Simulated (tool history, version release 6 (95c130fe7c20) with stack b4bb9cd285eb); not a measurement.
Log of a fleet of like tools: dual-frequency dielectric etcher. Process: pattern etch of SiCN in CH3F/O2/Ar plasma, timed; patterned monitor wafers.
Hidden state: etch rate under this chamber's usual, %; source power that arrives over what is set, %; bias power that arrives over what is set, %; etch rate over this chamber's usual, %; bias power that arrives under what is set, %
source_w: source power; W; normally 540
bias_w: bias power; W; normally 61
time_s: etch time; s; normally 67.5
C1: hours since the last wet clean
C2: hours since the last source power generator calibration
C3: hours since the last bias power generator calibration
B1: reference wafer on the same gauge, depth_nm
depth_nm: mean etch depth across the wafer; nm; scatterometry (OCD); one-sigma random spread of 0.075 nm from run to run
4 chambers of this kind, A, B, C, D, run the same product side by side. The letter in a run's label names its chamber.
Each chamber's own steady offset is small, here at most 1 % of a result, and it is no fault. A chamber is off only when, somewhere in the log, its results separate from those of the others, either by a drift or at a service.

run 1A hour=13.9 | source_w=540 bias_w=61 time_s=67.5 | C1=241.4 C2=2748.9 C3=1148.7 | B1=21.689 | depth_nm=26.951
run 2C hour=24.3 | source_w=540 bias_w=61 time_s=67.5 | C1=378 C2=895.8 C3=781.4 | B1=21.705 | depth_nm=26.452
run 3B hour=37.5 | source_w=540 bias_w=61 time_s=67.5 | C1=230.9 C2=1820 C3=2331.1 | B1=21.695 | depth_nm=26.857
run 4D hour=47.8 | source_w=540 bias_w=61 time_s=67.5 | C1=294.3 C2=1852.8 C3=553.8 | B1=21.703 | depth_nm=26.752
run 5D hour=59.4 | source_w=540 bias_w=61 time_s=67.5 | C1=305.9 C2=1864.4 C3=565.4 | B1=21.715 | depth_nm=26.641
run 6C hour=66.1 | source_w=540 bias_w=61 time_s=67.5 | C1=419.8 C2=937.6 C3=823.2 | B1=21.687 | depth_nm=26.612
run 7B hour=75.6 | source_w=540 bias_w=61 time_s=67.5 | C1=269 C2=1858.1 C3=2369.2 | B1=21.704 | depth_nm=26.934
run 8A hour=83.2 | source_w=540 bias_w=61 time_s=67.5 | C1=310.7 C2=2818.2 C3=1218 | B1=21.705 | depth_nm=26.857
run 9B hour=89.8 | source_w=540 bias_w=61 time_s=67.5 | C1=283.2 C2=1872.3 C3=2383.4 | B1=21.701 | depth_nm=26.86
run 10D hour=103.9 | source_w=540 bias_w=61 time_s=67.5 | C1=350.4 C2=1908.9 C3=609.9 | B1=21.695 | depth_nm=26.872
run 11A hour=116.4 | source_w=540 bias_w=61 time_s=67.5 | C1=343.9 C2=2851.4 C3=1251.2 | B1=21.71 | depth_nm=26.827
run 12C hour=128.9 | source_w=540 bias_w=55 time_s=67.5 | C1=482.6 C2=1000.4 C3=886 | B1=21.707 | depth_nm=25.656
run 13D hour=142.3 | source_w=540 bias_w=55 time_s=67.5 | C1=388.8 C2=1947.3 C3=648.3 | B1=21.694 | depth_nm=25.905
-- hour=143.9 chamber D: wet clean of the chamber
run 14C hour=152.3 | source_w=540 bias_w=55 time_s=67.5 | C1=506 C2=1023.8 C3=909.4 | B1=21.711 | depth_nm=25.698
run 15A hour=165.6 | source_w=540 bias_w=55 time_s=67.5 | C1=393.1 C2=2900.6 C3=1300.4 | B1=21.713 | depth_nm=25.799
run 16B hour=179.4 | source_w=540 bias_w=61 time_s=67.5 | C1=372.8 C2=1961.9 C3=2473 | B1=21.698 | depth_nm=27.055
-- hour=180 chamber C: wet clean of the chamber
run 17B hour=186.7 | source_w=540 bias_w=61 time_s=67.5 | C1=380.1 C2=1969.2 C3=2480.3 | B1=21.7 | depth_nm=27.124
run 18C hour=194.1 | source_w=540 bias_w=61 time_s=67.5 | C1=14.2 C2=1065.6 C3=951.2 | B1=21.705 | depth_nm=26.669
run 19A hour=205.9 | source_w=540 bias_w=61 time_s=67.5 | C1=433.4 C2=2940.9 C3=1340.7 | B1=21.699 | depth_nm=26.948
run 20D hour=219.3 | source_w=540 bias_w=61 time_s=67.5 | C1=75.4 C2=2024.3 C3=725.3 | B1=21.699 | depth_nm=26.729
run 21A hour=226.7 | source_w=540 bias_w=61 time_s=67.5 | C1=454.2 C2=2961.7 C3=1361.5 | B1=21.71 | depth_nm=26.836
run 22B hour=238.4 | source_w=540 bias_w=61 time_s=67.5 | C1=431.8 C2=2020.9 C3=2532 | B1=21.693 | depth_nm=27.041
-- hour=239.1 chamber B: wet clean of the chamber
run 23C hour=246.5 | source_w=540 bias_w=61 time_s=67.5 | C1=66.6 C2=1118 C3=1003.6 | B1=21.705 | depth_nm=26.677
run 24D hour=260.2 | source_w=610 bias_w=61 time_s=67.5 | C1=116.3 C2=2065.2 C3=766.2 | B1=21.693 | depth_nm=28.029
run 25B hour=273.8 | source_w=610 bias_w=61 time_s=67.5 | C1=34.8 C2=2056.3 C3=2567.4 | B1=21.689 | depth_nm=28.292
run 26A hour=281.9 | source_w=610 bias_w=61 time_s=67.5 | C1=509.4 C2=3016.9 C3=1416.7 | B1=21.7 | depth_nm=28.099
run 27D hour=288.8 | source_w=610 bias_w=61 time_s=67.5 | C1=144.9 C2=2093.8 C3=794.8 | B1=21.707 | depth_nm=28.1
run 28C hour=301 | source_w=430 bias_w=61 time_s=61 | C1=121.1 C2=1172.5 C3=1058.1 | B1=21.686 | depth_nm=22.051
run 29B hour=311.4 | source_w=430 bias_w=61 time_s=61 | C1=72.4 C2=2093.9 C3=2605 | B1=21.7 | depth_nm=22.259
run 30A hour=317.8 | source_w=430 bias_w=61 time_s=61 | C1=545.3 C2=3052.8 C3=1452.6 | B1=21.698 | depth_nm=22.113

Does one chamber stand apart from the rest, does the shared gauge drift, or is all well apart from small per-chamber offsets? Give the chamber and the most likely cause, where there is one.

No chamber is off and the gauge is stable; the differences are just each chamber's small, constant offset.
